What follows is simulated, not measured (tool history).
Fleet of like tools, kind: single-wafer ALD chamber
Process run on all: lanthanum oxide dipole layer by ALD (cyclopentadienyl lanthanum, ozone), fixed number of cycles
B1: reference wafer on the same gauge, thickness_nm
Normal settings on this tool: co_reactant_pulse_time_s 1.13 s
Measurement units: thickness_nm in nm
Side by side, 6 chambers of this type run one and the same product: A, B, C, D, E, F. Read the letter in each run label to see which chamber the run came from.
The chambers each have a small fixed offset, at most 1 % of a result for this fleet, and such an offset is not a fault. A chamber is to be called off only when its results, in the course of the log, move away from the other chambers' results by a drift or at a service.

Run 1B, hour 5.1: usual settings; B1 0.48195. Result: thickness_nm 0.51482 nm.
Run 2A, hour 10: usual settings; B1 0.48185. Result: thickness_nm 0.51162 nm.
Run 3F, hour 12.6: usual settings; B1 0.4818. Result: thickness_nm 0.51799 nm.
Run 4C, hour 17.8: usual settings; B1 0.48184. Result: thickness_nm 0.51672 nm.
Run 5E, hour 22.8: usual settings; B1 0.48169. Result: thickness_nm 0.51501 nm.
Run 6D, hour 26.4: usual settings; B1 0.48152. Result: thickness_nm 0.51537 nm.
Run 7B, hour 30.6: usual settings; B1 0.48147. Result: thickness_nm 0.51448 nm.
Run 8E, hour 35.1: usual settings; B1 0.48166. Result: thickness_nm 0.51571 nm.
Run 9F, hour 37.9: usual settings; B1 0.48158. Result: thickness_nm 0.51783 nm.
Run 10A, hour 42.8: usual settings; B1 0.48151. Result: thickness_nm 0.51088 nm.
Run 11D, hour 46.5: usual settings; B1 0.48138. Result: thickness_nm 0.51359 nm.
Run 12C, hour 49: usual settings; B1 0.48128. Result: thickness_nm 0.51573 nm.
Run 13B, hour 51.9: usual settings; B1 0.48121. Result: thickness_nm 0.51366 nm.
Run 14A, hour 54.9: usual settings; B1 0.48124. Result: thickness_nm 0.51119 nm.
Run 15D, hour 58.9: usual settings; B1 0.48099. Result: thickness_nm 0.5133 nm.
Run 16E, hour 63.5: usual settings but co_reactant_pulse_time_s 0.92 s; B1 0.48127. Result: thickness_nm 0.48377 nm.
Run 17F, hour 67.9: usual settings but co_reactant_pulse_time_s 0.92 s; B1 0.48093. Result: thickness_nm 0.48446 nm.
At hour 72.5: chamber C: ozone generator serviced.
Run 18C, hour 73: usual settings but co_reactant_pulse_time_s 0.92 s; B1 0.48083. Result: thickness_nm 0.48412 nm.
Run 19B, hour 75.5: usual settings but co_reactant_pulse_time_s 0.92 s; B1 0.48088. Result: thickness_nm 0.48307 nm.
Run 20A, hour 81: usual settings but co_reactant_pulse_time_s 0.92 s; B1 0.48066. Result: thickness_nm 0.48001 nm.
Run 21D, hour 84.1: usual settings but co_reactant_pulse_time_s 0.92 s; B1 0.48069. Result: thickness_nm 0.48133 nm.
Run 22F, hour 86.5: usual settings; B1 0.48062. Result: thickness_nm 0.51704 nm.
Run 23E, hour 89.5: usual settings; B1 0.48046. Result: thickness_nm 0.51449 nm.
Run 24C, hour 93.5: usual settings but co_reactant_pulse_time_s 0.85 s; B1 0.48054. Result: thickness_nm 0.469 nm.
Run 25E, hour 98.3: usual settings but co_reactant_pulse_time_s 0.85 s; B1 0.4804. Result: thickness_nm 0.47055 nm.
Run 26B, hour 102.5: usual settings but co_reactant_pulse_time_s 0.85 s; B1 0.48021. Result: thickness_nm 0.46836 nm.
Run 27C, hour 106.5: usual settings but co_reactant_pulse_time_s 0.85 s; B1 0.48033. Result: thickness_nm 0.4691 nm.
Run 28D, hour 111.5: usual settings but co_reactant_pulse_time_s 0.85 s; B1 0.48016. Result: thickness_nm 0.46836 nm.
Run 29F, hour 115.9: usual settings but co_reactant_pulse_time_s 0.85 s; B1 0.4801. Result: thickness_nm 0.47076 nm.
Run 30A, hour 119.3: usual settings; B1 0.48013. Result: thickness_nm 0.50981 nm.
Run 31C, hour 124.5: usual settings but co_reactant_pulse_time_s 0.95 s; B1 0.48. Result: thickness_nm 0.48818 nm.
Run 32F, hour 130: usual settings but co_reactant_pulse_time_s 0.95 s; B1 0.47986. Result: thickness_nm 0.48916 nm.
Run 33B, hour 134.8: usual settings but co_reactant_pulse_time_s 0.95 s; B1 0.47993. Result: thickness_nm 0.48681 nm.
Run 34A, hour 137.5: usual settings but co_reactant_pulse_time_s 0.95 s; B1 0.47974. Result: thickness_nm 0.48478 nm.
Run 35D, hour 140.8: usual settings but co_reactant_pulse_time_s 0.95 s; B1 0.47962. Result: thickness_nm 0.48612 nm.
Run 36E, hour 145.6: usual settings but co_reactant_pulse_time_s 0.95 s; B1 0.47968. Result: thickness_nm 0.4878 nm.
Run 37E, hour 149.2: usual settings; B1 0.47974. Result: thickness_nm 0.51459 nm.
Run 38F, hour 152.8: usual settings; B1 0.47966. Result: thickness_nm 0.51483 nm.
Run 39D, hour 156.7: usual settings; B1 0.4794. Result: thickness_nm 0.51172 nm.
Run 40C, hour 161.5: usual settings; B1 0.47961. Result: thickness_nm 0.51508 nm.

Predict what each chamber gives when all 6 of them run the settings below next.
Run 41A, hour 165.5: usual settings. Result: thickness_nm ?.
Run 41B, hour 165.5: usual settings. Result: thickness_nm ?.
Run 41C, hour 165.5: usual settings. Result: thickness_nm ?.
Run 41D, hour 165.5: usual settings. Result: thickness_nm ?.
Run 41E, hour 165.5: usual settings. Result: thickness_nm ?.
Run 41F, hour 165.5: usual settings. Result: thickness_nm ?.

run  thickness_nm
41A       0.50892
41B       0.51198
41C       0.51435
41D       0.51183
41E       0.51417
41F       0.51385

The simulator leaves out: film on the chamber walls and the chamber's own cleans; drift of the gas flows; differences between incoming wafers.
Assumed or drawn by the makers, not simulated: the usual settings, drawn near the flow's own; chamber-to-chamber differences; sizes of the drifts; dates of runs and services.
